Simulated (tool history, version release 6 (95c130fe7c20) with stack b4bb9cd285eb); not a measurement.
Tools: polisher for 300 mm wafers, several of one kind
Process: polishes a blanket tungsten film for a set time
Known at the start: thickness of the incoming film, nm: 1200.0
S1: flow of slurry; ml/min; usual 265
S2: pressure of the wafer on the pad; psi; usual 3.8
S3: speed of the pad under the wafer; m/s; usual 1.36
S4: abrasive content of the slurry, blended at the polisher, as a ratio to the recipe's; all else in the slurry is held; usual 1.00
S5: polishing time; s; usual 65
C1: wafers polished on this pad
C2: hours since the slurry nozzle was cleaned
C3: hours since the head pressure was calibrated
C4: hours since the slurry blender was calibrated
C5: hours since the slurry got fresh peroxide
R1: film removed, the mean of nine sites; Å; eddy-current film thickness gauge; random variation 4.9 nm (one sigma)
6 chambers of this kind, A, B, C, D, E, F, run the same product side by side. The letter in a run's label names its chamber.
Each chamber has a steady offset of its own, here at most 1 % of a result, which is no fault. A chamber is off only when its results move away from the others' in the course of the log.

run     day   S1   S2    S3    S4  S5    C1     C2      C3     C4     C5      R1
      0.412  -- chamber E: slurry nozzle cleaned
      0.471  -- chamber A: worn pad replaced by a new one
 1B   0.500  265  3.8  1.36  1.00  65   915  355.7   170.8   16.9  163.5  4745.3
      0.692  -- chamber F: slurry tank refilled with fresh slurry and peroxide
      0.696  -- chamber C: slurry tank refilled with fresh slurry and peroxide
      0.867  -- chamber E: slurry tank refilled with fresh slurry and peroxide
      0.917  -- chamber D: worn pad replaced by a new one
      0.942  -- chamber D: slurry tank refilled with fresh slurry and peroxide
 2C   0.950  265  3.8  1.36  1.00  65   189   57.0   528.5   58.6    6.1  4703.2
 3F   1.254  265  3.8  1.36  1.00  65   433  362.3   476.3   68.0   13.5  4819.8
 4A   1.662  265  3.8  1.36  1.00  65   192  412.3   843.8  140.7   77.4  4750.7
      1.671  -- chamber A: slurry blender recalibrated
      2.088  -- chamber B: worn pad replaced by a new one
 5E   2.225  265  3.0  1.36  1.25  65   547   43.6   772.5  271.1   32.7  3942.6
      2.579  -- chamber F: head pressure recalibrated
 6D   2.633  265  3.0  1.36  1.25  65   276  201.2   393.3  102.7   40.7  4008.8
      2.921  -- chamber B: slurry tank refilled with fresh slurry and peroxide
      3.079  -- chamber A: slurry tank refilled with fresh slurry and peroxide
      3.096  -- chamber E: slurry blender recalibrated
 7F   3.138  265  3.0  1.36  1.25  65   737  407.5    13.4  113.2   58.7  3953.4
      3.375  -- chamber E: worn pad replaced by a new one
 8D   3.496  265  3.0  1.36  1.25  65   415  221.9   414.0  123.4   61.4  4052.2
      3.829  -- chamber A: worn pad replaced by a new one
 9E   3.954  265  3.0  1.36  1.25  65    93   85.1   814.0   20.7   74.2  3877.6
10A   4.204  265  3.0  1.36  1.25  65    60  473.3   904.8   60.8   27.0  3958.7
      4.221  -- chamber B: slurry nozzle cleaned
      4.442  -- chamber F: slurry tank refilled with fresh slurry and peroxide
11B   4.450  265  3.8  1.36  1.00  65   381    5.6   265.6  111.7   36.8  4732.0
      4.575  -- chamber F: slurry blender recalibrated
12C   4.746  265  4.5  1.36  1.00  55   800  148.1   619.6  149.7   97.2  4775.0
      4.762  -- chamber C: worn pad replaced by a new one
      4.933  -- chamber A: slurry nozzle cleaned
13A   5.096  265  4.5  1.36  1.00  55   204    3.9   926.2   82.2   48.4  4772.4
      5.454  -- chamber C: slurry tank refilled with fresh slurry and peroxide
14C   5.571  265  4.5  1.36  1.00  55   130  167.9   639.4  169.5    2.9  4749.2
15D   5.933  265  4.5  1.36  1.00  55   808  280.4   472.5  181.9  119.9  4818.8
      6.096  -- chamber E: slurry tank refilled with fresh slurry and peroxide
16F   6.333  265  4.5  1.36  1.00  55  1251  484.2    90.1   42.2   45.5  4741.9
      6.525  -- chamber D: slurry tank refilled with fresh slurry and peroxide
17E   6.612  265  4.5  1.36  1.00  55   521  148.9   877.8   84.5   12.5  4834.7
      6.671  -- chamber F: worn pad replaced by a new one
      6.896  -- chamber D: worn pad replaced by a new one
18B   6.938  265  3.8  1.36  1.00  65   781   65.3   325.3  171.4   96.5  4754.2
      7.088  -- chamber A: worn pad replaced by a new one
19D   7.483  265  3.8  1.36  1.00  53    95  317.6   509.7  219.1   23.1  3920.9
      7.875  -- chamber E: worn pad replaced by a new one
20B   8.033  265  3.8  1.36  1.00  53   958   91.6   351.6  197.7  122.8  3765.6
      8.192  -- chamber A: slurry tank refilled with fresh slurry and peroxide
21A   8.442  265  3.8  1.36  1.00  53   218   84.2  1006.5  162.5    6.1  3804.1
      8.521  -- chamber A: slurry blender recalibrated
      8.538  -- chamber F: slurry tank refilled with fresh slurry and peroxide
      8.646  -- chamber C: worn pad replaced by a new one
22C   8.762  265  3.8  1.36  1.00  53    19  244.5   716.0  246.1   79.5  3806.5
      8.983  -- chamber B: worn pad replaced by a new one
23F   9.175  265  3.8  1.36  1.00  53   403  552.4   158.3  110.4   15.4  3857.1
24E   9.592  265  3.8  1.36  1.00  53   276  220.4   949.3  156.0   84.0  3870.4
25D  10.050  265  2.6  1.36  1.30  65   508  379.2   571.3  280.7   84.7  3479.0
     10.308  -- chamber E: slurry tank refilled with fresh slurry and peroxide
26A  10.512  265  2.6  1.36  1.30  65   551  133.9  1056.2   47.8   55.8  3479.1
     10.567  -- chamber C: slurry tank refilled with fresh slurry and peroxide
     10.871  -- chamber A: worn pad replaced by a new one
     10.875  -- chamber B: slurry tank refilled with fresh slurry and peroxide
27B  11.067  265  2.6  1.36  1.30  65   335  164.4   424.4  270.5    4.7  3468.8
     11.379  -- chamber F: slurry blender recalibrated
28F  11.571  265  2.6  1.36  1.30  65   789  609.9   215.8    4.7   72.9  3487.7
29C  11.883  265  2.6  1.36  1.30  65   522  319.4   790.9  321.0   31.6  3397.8
     11.933  -- chamber F: slurry tank refilled with fresh slurry and peroxide
     12.083  -- chamber D: slurry tank refilled with fresh slurry and peroxide
30E  12.254  265  2.6  1.36  1.30  65   705  284.3  1013.2  219.9   46.7  3451.3
     12.350  -- chamber E: worn pad replaced by a new one
31C  12.725  265  3.8  1.36  1.00  65   657  339.6   811.1  341.2   51.8  4709.2
     12.858  -- chamber D: worn pad replaced by a new one
32D  13.246  265  3.8  1.36  1.00  65    62  455.9   648.0  357.4   28.0  4740.7
33F  13.558  265  3.8  1.36  1.00  65  1109  657.6   263.5   52.4   39.1  4726.2
     13.579  -- chamber C: worn pad replaced by a new one
     13.825  -- chamber A: slurry tank refilled with fresh slurry and peroxide
34E  13.983  265  3.8  1.36  1.00  65   263  325.8  1054.7  261.4   88.2  4768.1
35B  14.346  265  3.8  1.36  1.00  80   863  243.1   503.1  349.2   83.4  5770.2
     14.533  -- chamber A: worn pad replaced by a new one
     14.658  -- chamber E: slurry tank refilled with fresh slurry and peroxide
36A  14.804  265  3.8  1.36  1.00  80    43  236.9  1159.2  150.8   23.6  5812.9
37E  15.250  265  3.8  1.36  1.00  80   467  356.2  1085.1  291.8   14.2  5732.2
     15.679  -- chamber C: slurry tank refilled with fresh slurry and peroxide
38C  15.729  265  3.8  1.36  1.00  80   346  411.7   883.2  413.3    1.3  5807.0

Is one chamber off against the others, does the gauge drift, or is nothing wrong? If a chamber is off, say which, and what the likeliest cause is.

No chamber stands off beyond its own small offset, and the gauge holds steady.
